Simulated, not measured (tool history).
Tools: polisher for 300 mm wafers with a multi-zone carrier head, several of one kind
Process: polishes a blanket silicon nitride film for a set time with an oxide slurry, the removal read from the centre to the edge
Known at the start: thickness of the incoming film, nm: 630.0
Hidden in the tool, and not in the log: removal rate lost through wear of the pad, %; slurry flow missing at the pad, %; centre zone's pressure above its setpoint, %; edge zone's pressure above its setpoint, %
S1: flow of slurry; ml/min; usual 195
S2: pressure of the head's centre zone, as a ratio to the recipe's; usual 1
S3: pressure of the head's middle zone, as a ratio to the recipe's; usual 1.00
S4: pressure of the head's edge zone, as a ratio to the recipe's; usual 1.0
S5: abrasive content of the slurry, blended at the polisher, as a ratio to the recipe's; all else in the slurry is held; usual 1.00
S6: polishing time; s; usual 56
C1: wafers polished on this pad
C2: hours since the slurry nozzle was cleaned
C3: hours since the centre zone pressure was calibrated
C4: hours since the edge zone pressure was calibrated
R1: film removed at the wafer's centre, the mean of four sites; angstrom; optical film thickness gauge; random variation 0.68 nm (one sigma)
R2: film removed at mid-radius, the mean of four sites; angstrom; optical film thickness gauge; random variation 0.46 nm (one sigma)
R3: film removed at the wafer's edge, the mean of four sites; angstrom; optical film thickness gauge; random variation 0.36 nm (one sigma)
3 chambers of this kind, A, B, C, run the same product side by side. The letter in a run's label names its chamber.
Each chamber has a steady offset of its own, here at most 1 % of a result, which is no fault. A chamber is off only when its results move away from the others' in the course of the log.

{"day": 0.112, "done": "chamber C: worn pad replaced by a new one"}
{"run": "1A", "day": 0.433, "S1": 195, "S2": 1, "S3": 1.0, "S4": 1.0, "S5": 1.0, "S6": 56, "C1": 1103, "C2": 367.4, "C3": 1136.0, "C4": 822.0, "R1": 501.15, "R2": 503.7, "R3": 495.68}
{"run": "2C", "day": 0.871, "S1": 195, "S2": 1, "S3": 1.0, "S4": 1.0, "S5": 1.0, "S6": 56, "C1": 176, "C2": 467.5, "C3": 1269.4, "C4": 160.5, "R1": 515.53, "R2": 499.23, "R3": 503.68}
{"run": "3B", "day": 1.183, "S1": 195, "S2": 1, "S3": 1.0, "S4": 1.0, "S5": 1.0, "S6": 56, "C1": 710, "C2": 503.2, "C3": 224.6, "C4": 401.0, "R1": 504.85, "R2": 503.51, "R3": 505.18}
{"day": 1.575, "done": "chamber B: worn pad replaced by a new one"}
{"run": "4B", "day": 1.692, "S1": 195, "S2": 1, "S3": 1.0, "S4": 1.0, "S5": 1.0, "S6": 56, "C1": 27, "C2": 515.4, "C3": 236.8, "C4": 413.2, "R1": 505.7, "R2": 500.14, "R3": 503.36}
{"run": "5C", "day": 2.242, "S1": 195, "S2": 1, "S3": 1.0, "S4": 1.0, "S5": 1.0, "S6": 56, "C1": 494, "C2": 500.4, "C3": 1302.3, "C4": 193.4, "R1": 501.96, "R2": 500.4, "R3": 501.07}
{"day": 2.321, "done": "chamber A: worn pad replaced by a new one"}
{"run": "6A", "day": 2.604, "S1": 140, "S2": 1, "S3": 1.0, "S4": 1.0, "S5": 1.2, "S6": 56, "C1": 66, "C2": 419.5, "C3": 1188.1, "C4": 874.1, "R1": 506.53, "R2": 506.37, "R3": 516.27}
{"run": "7A", "day": 2.892, "S1": 140, "S2": 1, "S3": 1.0, "S4": 1.0, "S5": 1.2, "S6": 56, "C1": 133, "C2": 426.4, "C3": 1195.0, "C4": 881.0, "R1": 498.26, "R2": 509.83, "R3": 517.67}
{"run": "8C", "day": 3.133, "S1": 140, "S2": 1, "S3": 1.0, "S4": 1.0, "S5": 1.2, "S6": 56, "C1": 701, "C2": 521.8, "C3": 1323.7, "C4": 214.8, "R1": 506.54, "R2": 512.43, "R3": 522.24}
{"day": 3.138, "done": "chamber A: edge zone pressure recalibrated"}
{"run": "9B", "day": 3.517, "S1": 195, "S2": 1, "S3": 1.0, "S4": 1.0, "S5": 1.0, "S6": 56, "C1": 451, "C2": 559.2, "C3": 280.6, "C4": 457.0, "R1": 503.87, "R2": 493.59, "R3": 505.56}
{"day": 3.821, "done": "chamber C: worn pad replaced by a new one"}
{"run": "10C", "day": 3.879, "S1": 195, "S2": 1, "S3": 1.0, "S4": 1.0, "S5": 1.0, "S6": 56, "C1": 14, "C2": 539.7, "C3": 1341.6, "C4": 232.7, "R1": 510.05, "R2": 506.09, "R3": 506.27}
{"day": 3.904, "done": "chamber C: slurry nozzle cleaned"}
{"run": "11B", "day": 4.125, "S1": 195, "S2": 1, "S3": 1.0, "S4": 1.0, "S5": 1.0, "S6": 56, "C1": 592, "C2": 573.8, "C3": 295.2, "C4": 471.6, "R1": 504.1, "R2": 501.07, "R3": 506.04}
{"run": "12A", "day": 4.467, "S1": 195, "S2": 1, "S3": 1.0, "S4": 1.0, "S5": 1.0, "S6": 56, "C1": 498, "C2": 464.2, "C3": 1232.8, "C4": 32.0, "R1": 508.05, "R2": 510.04, "R3": 499.84}
{"run": "13B", "day": 4.862, "S1": 240, "S2": 1, "S3": 1.0, "S4": 1.0, "S5": 1.0, "S6": 56, "C1": 763, "C2": 591.5, "C3": 312.9, "C4": 489.3, "R1": 513.11, "R2": 508.29, "R3": 508.3}
{"day": 4.996, "done": "chamber B: worn pad replaced by a new one"}
{"run": "14A", "day": 5.267, "S1": 240, "S2": 1, "S3": 1.0, "S4": 1.0, "S5": 1.0, "S6": 56, "C1": 684, "C2": 483.4, "C3": 1252.0, "C4": 51.2, "R1": 521.19, "R2": 515.72, "R3": 512.59}
{"day": 5.417, "done": "chamber C: centre zone pressure recalibrated"}
{"run": "15C", "day": 5.567, "S1": 240, "S2": 1, "S3": 1.0, "S4": 1.0, "S5": 1.0, "S6": 56, "C1": 405, "C2": 39.9, "C3": 3.6, "C4": 273.2, "R1": 511.96, "R2": 515.78, "R3": 513.07}
{"run": "16A", "day": 5.879, "S1": 195, "S2": 1, "S3": 1.0, "S4": 0.9, "S5": 1.1, "S6": 56, "C1": 826, "C2": 498.1, "C3": 1266.7, "C4": 65.9, "R1": 514.55, "R2": 522.03, "R3": 494.28}
{"run": "17B", "day": 6.162, "S1": 195, "S2": 1, "S3": 1.0, "S4": 0.9, "S5": 1.1, "S6": 56, "C1": 271, "C2": 622.7, "C3": 344.1, "C4": 520.5, "R1": 528.29, "R2": 523.67, "R3": 499.32}
{"day": 6.304, "done": "chamber A: centre zone pressure recalibrated"}
{"run": "18C", "day": 6.425, "S1": 195, "S2": 1, "S3": 1.0, "S4": 0.9, "S5": 1.1, "S6": 56, "C1": 605, "C2": 60.5, "C3": 24.2, "C4": 293.8, "R1": 536.18, "R2": 526.72, "R3": 495.15}
{"run": "19C", "day": 6.846, "S1": 195, "S2": 1, "S3": 1.0, "S4": 1.0, "S5": 1.0, "S6": 56, "C1": 702, "C2": 70.6, "C3": 34.3, "C4": 303.9, "R1": 505.4, "R2": 503.06, "R3": 507.18}
{"run": "20B", "day": 7.217, "S1": 145, "S2": 1, "S3": 1.0, "S4": 1.0, "S5": 1.25, "S6": 56, "C1": 516, "C2": 648.0, "C3": 369.4, "C4": 545.8, "R1": 516.43, "R2": 517.24, "R3": 532.93}
{"run": "21A", "day": 7.542, "S1": 145, "S2": 1, "S3": 1.0, "S4": 1.0, "S5": 1.25, "S6": 56, "C1": 1212, "C2": 538.0, "C3": 29.8, "C4": 105.8, "R1": 564.8, "R2": 519.84, "R3": 529.18}
{"run": "22A", "day": 7.925, "S1": 145, "S2": 1, "S3": 1.0, "S4": 1.0, "S5": 1.25, "S6": 56, "C1": 1301, "C2": 547.2, "C3": 39.0, "C4": 115.0, "R1": 571.05, "R2": 521.1, "R3": 531.72}
{"day": 7.933, "done": "chamber C: worn pad replaced by a new one"}
{"day": 7.942, "done": "chamber B: worn pad replaced by a new one"}
{"day": 8.238, "done": "chamber A: slurry nozzle cleaned"}
{"run": "23B", "day": 8.342, "S1": 195, "S2": 1, "S3": 1.0, "S4": 1.0, "S5": 1.0, "S6": 56, "C1": 93, "C2": 675.0, "C3": 396.4, "C4": 572.8, "R1": 496.4, "R2": 502.47, "R3": 508.49}
{"day": 8.85, "done": "chamber A: worn pad replaced by a new one"}
{"run": "24C", "day": 8.858, "S1": 195, "S2": 1, "S3": 1.0, "S4": 1.0, "S5": 1.0, "S6": 56, "C1": 214, "C2": 118.9, "C3": 82.6, "C4": 352.2, "R1": 515.49, "R2": 502.51, "R3": 502.01}
{"run": "25B", "day": 9.325, "S1": 195, "S2": 1, "S3": 1.0, "S4": 1.0, "S5": 1.0, "S6": 56, "C1": 321, "C2": 698.6, "C3": 420.0, "C4": 596.4, "R1": 494.46, "R2": 497.87, "R3": 500.83}
{"run": "26C", "day": 9.65, "S1": 195, "S2": 1, "S3": 1.0, "S4": 1.0, "S5": 1.0, "S6": 56, "C1": 398, "C2": 137.9, "C3": 101.6, "C4": 371.2, "R1": 526.0, "R2": 504.92, "R3": 503.74}
{"run": "27A", "day": 9.967, "S1": 195, "S2": 1, "S3": 1.0, "S4": 1.0, "S5": 1.0, "S6": 56, "C1": 259, "C2": 41.6, "C3": 88.0, "C4": 164.0, "R1": 539.05, "R2": 512.64, "R3": 501.47}
{"run": "28C", "day": 10.329, "S1": 195, "S2": 1, "S3": 1.0, "S4": 1.0, "S5": 1.0, "S6": 56, "C1": 556, "C2": 154.2, "C3": 117.9, "C4": 387.5, "R1": 502.7, "R2": 494.26, "R3": 500.95}
{"run": "29B", "day": 10.692, "S1": 195, "S2": 1, "S3": 1.0, "S4": 1.0, "S5": 1.0, "S6": 56, "C1": 638, "C2": 731.4, "C3": 452.8, "C4": 629.2, "R1": 505.05, "R2": 501.76, "R3": 494.53}
{"day": 10.967, "done": "chamber B: worn pad replaced by a new one"}
{"run": "30A", "day": 11.225, "S1": 195, "S2": 1, "S3": 1.0, "S4": 1.0, "S5": 1.0, "S6": 56, "C1": 551, "C2": 71.8, "C3": 118.2, "C4": 194.2, "R1": 542.93, "R2": 501.76, "R3": 498.74}
{"run": "31C", "day": 11.738, "S1": 135, "S2": 1, "S3": 1.0, "S4": 1.0, "S5": 0.75, "S6": 56, "C1": 882, "C2": 188.0, "C3": 151.7, "C4": 421.3, "R1": 406.37, "R2": 404.29, "R3": 417.75}
{"day": 11.838, "done": "chamber C: worn pad replaced by a new one"}
{"run": "32A", "day": 12.246, "S1": 135, "S2": 1, "S3": 1.0, "S4": 1.0, "S5": 0.75, "S6": 56, "C1": 788, "C2": 96.3, "C3": 142.7, "C4": 218.7, "R1": 437.04, "R2": 404.51, "R3": 411.38}
{"run": "33B", "day": 12.746, "S1": 135, "S2": 1, "S3": 1.0, "S4": 1.0, "S5": 0.75, "S6": 56, "C1": 413, "C2": 780.7, "C3": 502.1, "C4": 678.5, "R1": 403.44, "R2": 405.79, "R3": 415.4}
{"run": "34A", "day": 13.146, "S1": 195, "S2": 1, "S3": 1.0, "S4": 1.0, "S5": 1.0, "S6": 56, "C1": 997, "C2": 117.9, "C3": 164.3, "C4": 240.3, "R1": 550.92, "R2": 497.62, "R3": 500.93}
{"run": "35C", "day": 13.425, "S1": 195, "S2": 1, "S3": 1.0, "S4": 1.0, "S5": 1.0, "S6": 56, "C1": 369, "C2": 228.5, "C3": 192.2, "C4": 461.8, "R1": 503.95, "R2": 507.16, "R3": 505.12}
{"run": "36B", "day": 13.9, "S1": 195, "S2": 1, "S3": 1.0, "S4": 1.0, "S5": 1.0, "S6": 56, "C1": 681, "C2": 808.4, "C3": 529.8, "C4": 706.2, "R1": 500.86, "R2": 500.91, "R3": 508.31}
{"day": 13.933, "done": "chamber B: worn pad replaced by a new one"}
{"run": "37B", "day": 14.154, "S1": 195, "S2": 1, "S3": 1.06, "S4": 1.0, "S5": 1.0, "S6": 56, "C1": 51, "C2": 814.5, "C3": 535.9, "C4": 712.3, "R1": 508.89, "R2": 536.6, "R3": 507.99}
{"run": "38C", "day": 14.683, "S1": 195, "S2": 1, "S3": 1.06, "S4": 1.0, "S5": 1.0, "S6": 56, "C1": 661, "C2": 258.7, "C3": 222.4, "C4": 492.0, "R1": 507.79, "R2": 537.12, "R3": 498.05}
{"day": 14.95, "done": "chamber A: worn pad replaced by a new one"}
{"run": "39A", "day": 14.975, "S1": 195, "S2": 1, "S3": 1.06, "S4": 1.0, "S5": 1.0, "S6": 56, "C1": 5, "C2": 161.8, "C3": 208.2, "C4": 284.2, "R1": 552.16, "R2": 534.56, "R3": 499.67}
{"day": 15.021, "done": "chamber B: edge zone pressure recalibrated"}
{"run": "40C", "day": 15.283, "S1": 195, "S2": 1, "S3": 1.0, "S4": 1.0, "S5": 1.0, "S6": 56, "C1": 800, "C2": 273.1, "C3": 236.8, "C4": 506.4, "R1": 504.28, "R2": 505.14, "R3": 505.93}
{"run": "41B", "day": 15.592, "S1": 195, "S2": 1, "S3": 1.0, "S4": 1.0, "S5": 1.0, "S6": 56, "C1": 385, "C2": 849.0, "C3": 570.4, "C4": 13.8, "R1": 495.05, "R2": 501.37, "R3": 501.51}

Is one chamber off against the others, does the gauge drift, or is nothing wrong? If a chamber is off, say which, and what the likeliest cause is.

A service left chamber A off against the others.
Cause: centre zone's pressure above its setpoint, % = 8.16.

Here are 4 candidates for chamber A's next run, each the usual settings with a change, their results left as question marks. Which one brings its results back in line with what the others give on the usual settings?
In line means no further than this from the other chambers' mean on the usual settings: R1 24.00 angstrom; R2 16.00 angstrom; R3 13.00 angstrom
{"run": "42A-1", "day": 15.983, "S1": 205, "S2": 1.13, "S3": 0.99, "S4": 0.95, "S5": 1.0, "S6": 57, "R1": "?", "R2": "?", "R3": "?"}
{"run": "42A-2", "day": 15.983, "S1": 200, "S2": 1.07, "S3": 0.99, "S4": 0.97, "S5": 1.0, "S6": 56, "R1": "?", "R2": "?", "R3": "?"}
{"run": "42A-3", "day": 15.983, "S1": 190, "S2": 0.93, "S3": 1.01, "S4": 1.03, "S5": 1.0, "S6": 56, "R1": "?", "R2": "?", "R3": "?"}
{"run": "42A-4", "day": 15.983, "S1": 185, "S2": 0.87, "S3": 1.01, "S4": 1.05, "S5": 1.0, "S6": 55, "R1": "?", "R2": "?", "R3": "?"}

The other chambers' mean on the usual settings: R1 505.34 angstrom; R2 500.70 angstrom; R3 503.16 angstrom
run=42A-1 R1=645.96 R2=510.58 R3=497.83
run=42A-2 R1=596.01 R2=499.95 R3=492.95
run=42A-3 R1=507.56 R2=505.65 R3=505.37
run=42A-4 R1=461.22 R2=494.66 R3=499.81
42A-3 brings the chamber back in line.

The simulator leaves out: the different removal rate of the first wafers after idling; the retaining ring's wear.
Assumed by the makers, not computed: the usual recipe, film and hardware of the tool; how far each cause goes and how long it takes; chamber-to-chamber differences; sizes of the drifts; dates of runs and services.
